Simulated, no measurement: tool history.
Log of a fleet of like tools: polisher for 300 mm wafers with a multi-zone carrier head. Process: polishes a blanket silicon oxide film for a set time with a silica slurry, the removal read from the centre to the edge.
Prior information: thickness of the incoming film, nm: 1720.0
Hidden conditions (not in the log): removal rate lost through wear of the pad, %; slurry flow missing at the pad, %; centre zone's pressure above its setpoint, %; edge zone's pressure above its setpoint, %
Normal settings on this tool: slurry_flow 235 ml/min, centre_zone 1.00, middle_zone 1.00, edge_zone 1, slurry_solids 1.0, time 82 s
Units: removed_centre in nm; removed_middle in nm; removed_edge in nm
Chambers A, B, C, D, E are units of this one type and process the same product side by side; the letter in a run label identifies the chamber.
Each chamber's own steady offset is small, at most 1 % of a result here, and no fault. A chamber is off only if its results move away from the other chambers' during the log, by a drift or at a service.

run,hour,slurry_flow,centre_zone,middle_zone,edge_zone,slurry_solids,time,wafers polished on this pad,hours since the slurry nozzle was cleaned,hours since the centre zone pressure was calibrated,hours since the edge zone pressure was calibrated,removed_centre,removed_middle,removed_edge
# hour 0.3: chamber D: worn pad replaced by a new one
1B,8.1,235,1.00,1.00,1,1.0,82,789,201.3,144.8,652.6,191.78,189.24,194.07
# hour 13.5: chamber C: worn pad replaced by a new one
2E,20.7,235,1.00,1.00,1,1.0,82,924,68.2,122.7,312.6,196.39,188.79,194.93
3A,27.5,235,1.00,1.00,1,1.0,82,983,180.7,274.3,1050.3,190.95,192.70,192.74
# hour 32.0: chamber C: slurry nozzle cleaned
# hour 36.5: chamber B: worn pad replaced by a new one
4D,38.5,235,1.00,1.00,1,1.0,82,370,435.0,1039.6,112.3,186.62,193.81,194.72
# hour 40.2: chamber A: edge zone pressure recalibrated
5C,52.0,235,0.95,1.04,1,1.0,82,373,20.1,379.1,425.3,177.82,195.68,193.41
6B,61.5,235,0.95,1.04,1,1.0,82,242,254.7,198.2,706.0,180.23,199.58,195.42
7D,68.5,235,0.95,1.04,1,1.0,82,661,465.0,1069.6,142.3,179.45,200.50,189.74
# hour 68.8: chamber A: worn pad replaced by a new one
8C,75.5,235,0.95,1.04,1,1.0,82,600,43.6,402.6,448.8,184.37,198.92,194.17
9A,84.3,235,0.95,1.04,1,1.0,82,150,237.5,331.1,44.2,184.11,198.38,195.38
10E,94.9,235,1.00,1.00,1,1.0,82,1642,142.4,196.9,386.8,191.01,192.18,195.06
11E,104.4,190,0.93,1.00,1,1.0,82,1734,151.9,206.4,396.3,170.88,185.32,190.54
# hour 111.1: chamber D: worn pad replaced by a new one
12D,117.7,190,0.93,1.00,1,1.0,82,64,514.2,1118.8,191.5,172.87,183.81,189.40
13B,129.5,190,0.93,1.00,1,1.0,82,900,322.7,266.2,774.0,171.15,191.03,188.80
14C,138.9,190,0.93,1.00,1,1.0,82,1214,107.0,466.0,512.2,173.14,185.21,188.67
# hour 139.5: chamber A: centre zone pressure recalibrated
# hour 144.4: chamber B: worn pad replaced by a new one
# hour 145.7: chamber C: worn pad replaced by a new one
15A,151.0,190,0.93,1.00,1,1.0,82,796,304.2,11.6,110.9,173.93,190.66,190.75
# hour 153.7: chamber E: edge zone pressure recalibrated
# hour 157.6: chamber D: centre zone pressure recalibrated
16E,162.7,235,1.00,1.00,1,1.0,82,2299,210.2,264.7,9.0,193.27,192.66,191.97
# hour 167.9: chamber C: edge zone pressure recalibrated
17D,175.8,235,1.00,1.00,1,1.0,82,626,572.3,18.2,249.6,191.09,191.88,191.63
18C,184.3,235,1.00,1.00,1,1.0,82,374,152.4,511.4,16.4,195.50,194.61,192.57
# hour 195.7: chamber D: worn pad replaced by a new one
19A,196.1,235,1.00,1.00,1,1.0,82,1232,349.3,56.7,156.0,194.87,195.44,191.93
20B,207.8,235,1.00,1.00,1,1.0,82,614,401.0,344.5,852.3,190.75,188.80,192.62
# hour 208.0: chamber A: worn pad replaced by a new one
21C,217.6,235,1.00,1.00,1,1.0,82,696,185.7,544.7,49.7,191.49,193.58,195.93
22B,225.6,235,1.00,1.00,1,1.0,82,786,418.8,362.3,870.1,199.32,192.17,193.40
# hour 230.2: chamber D: slurry nozzle cleaned
23D,238.8,235,1.00,1.00,1,1.0,82,417,8.7,81.2,312.6,194.58,194.27,190.84
24E,251.2,235,1.00,1.00,1,1.0,82,3155,298.7,353.2,97.5,187.13,192.68,185.63
# hour 252.6: chamber B: edge zone pressure recalibrated
25A,265.6,235,1.00,1.00,1,1.0,82,557,418.8,126.2,225.5,194.47,194.05,192.76
# hour 270.2: chamber B: worn pad replaced by a new one
26E,275.3,235,1.00,1.00,1,1.0,82,3388,322.8,377.3,121.6,185.33,188.87,186.55
27A,286.0,235,1.00,1.00,1,1.0,82,755,439.2,146.6,245.9,188.42,193.22,193.75
# hour 299.1: chamber C: worn pad replaced by a new one
28D,300.5,235,1.00,1.00,1,1.0,82,1015,70.4,142.9,374.3,191.45,192.13,191.29
# hour 301.4: chamber D: worn pad replaced by a new one
29B,310.8,235,1.00,1.00,1,1.0,82,393,504.0,447.5,58.3,192.86,189.52,195.47
30C,323.0,235,1.00,1.00,1,1.0,65,231,291.1,650.1,155.1,148.58,155.04,152.01
31D,332.2,235,1.00,1.00,1,1.0,65,298,102.1,174.6,406.0,154.28,153.05,150.83
32B,344.4,235,1.00,1.00,1,1.0,65,718,537.6,481.1,91.9,154.55,149.69,152.66
33A,354.8,235,1.00,1.00,1,1.0,65,1421,508.0,215.4,314.7,153.67,152.75,152.24
34E,362.2,235,1.00,1.00,1,1.0,65,4230,409.7,464.2,208.5,145.56,146.05,143.95
# hour 363.0: chamber C: centre zone pressure recalibrated
35C,372.3,235,1.00,1.00,1,1.0,82,708,340.4,9.4,204.4,193.86,197.37,195.20
# hour 377.3: chamber A: worn pad replaced by a new one
36A,383.8,235,1.00,1.00,1,1.0,82,63,537.0,244.4,343.7,187.05,192.56,195.93
# hour 390.2: chamber B: worn pad replaced by a new one
37C,392.0,235,1.00,1.00,1,1.0,82,899,360.1,29.1,224.1,193.07,196.65,193.12
38D,406.0,235,1.00,1.00,1,1.0,82,1013,175.9,248.4,479.8,190.52,190.05,190.12
39B,413.8,235,1.00,1.00,1,1.0,82,228,607.0,550.5,161.3,194.18,191.55,195.03
40E,420.3,235,1.00,1.00,1,1.0,82,4792,467.8,522.3,266.6,178.88,178.02,179.00
41C,430.8,235,1.00,1.00,1,0.9,82,1274,398.9,67.9,262.9,179.33,182.69,184.43

Does one chamber stand apart from the rest, does the shared gauge drift, or is all well apart from small per-chamber offsets? Give the chamber and the most likely cause, where there is one.

Little by little, chamber E moves away from the other chambers.
Most likely cause: removal rate lost through wear of the pad, % = 7.56.
From this log alone, it may not be told apart from: slurry flow missing at the pad, %.

Below are 4 candidate recipes for chamber E's next run, each the usual settings with a change, their results shown as question marks. Which of them brings E's results back in line with what the other chambers give on the usual settings?
Counts as in line when no further than this from what the other chambers average on the usual settings: removed_centre 9.60 nm; removed_middle 8.90 nm; removed_edge 6.40 nm
42E-1,441.2,235,1.00,1.00,1.00,1.0,83,,,,,?,?,?
42E-2,441.2,235,1.00,1.00,1.01,1.0,88,,,,,?,?,?
42E-3,441.2,235,0.99,1.00,1.00,1.0,77,,,,,?,?,?
42E-4,441.2,235,1.00,1.00,1.00,1.0,81,,,,,?,?,?

On the usual settings, the other chambers give on average: removed_centre 192.18 nm; removed_middle 192.57 nm; removed_edge 192.61 nm
run,removed_centre,removed_middle,removed_edge
42E-1,178.95,181.75,181.47
42E-2,189.73,192.69,193.42
42E-3,164.19,168.62,168.35
42E-4,174.64,177.37,177.09
It is 42E-2 that realigns the chamber with its peers.
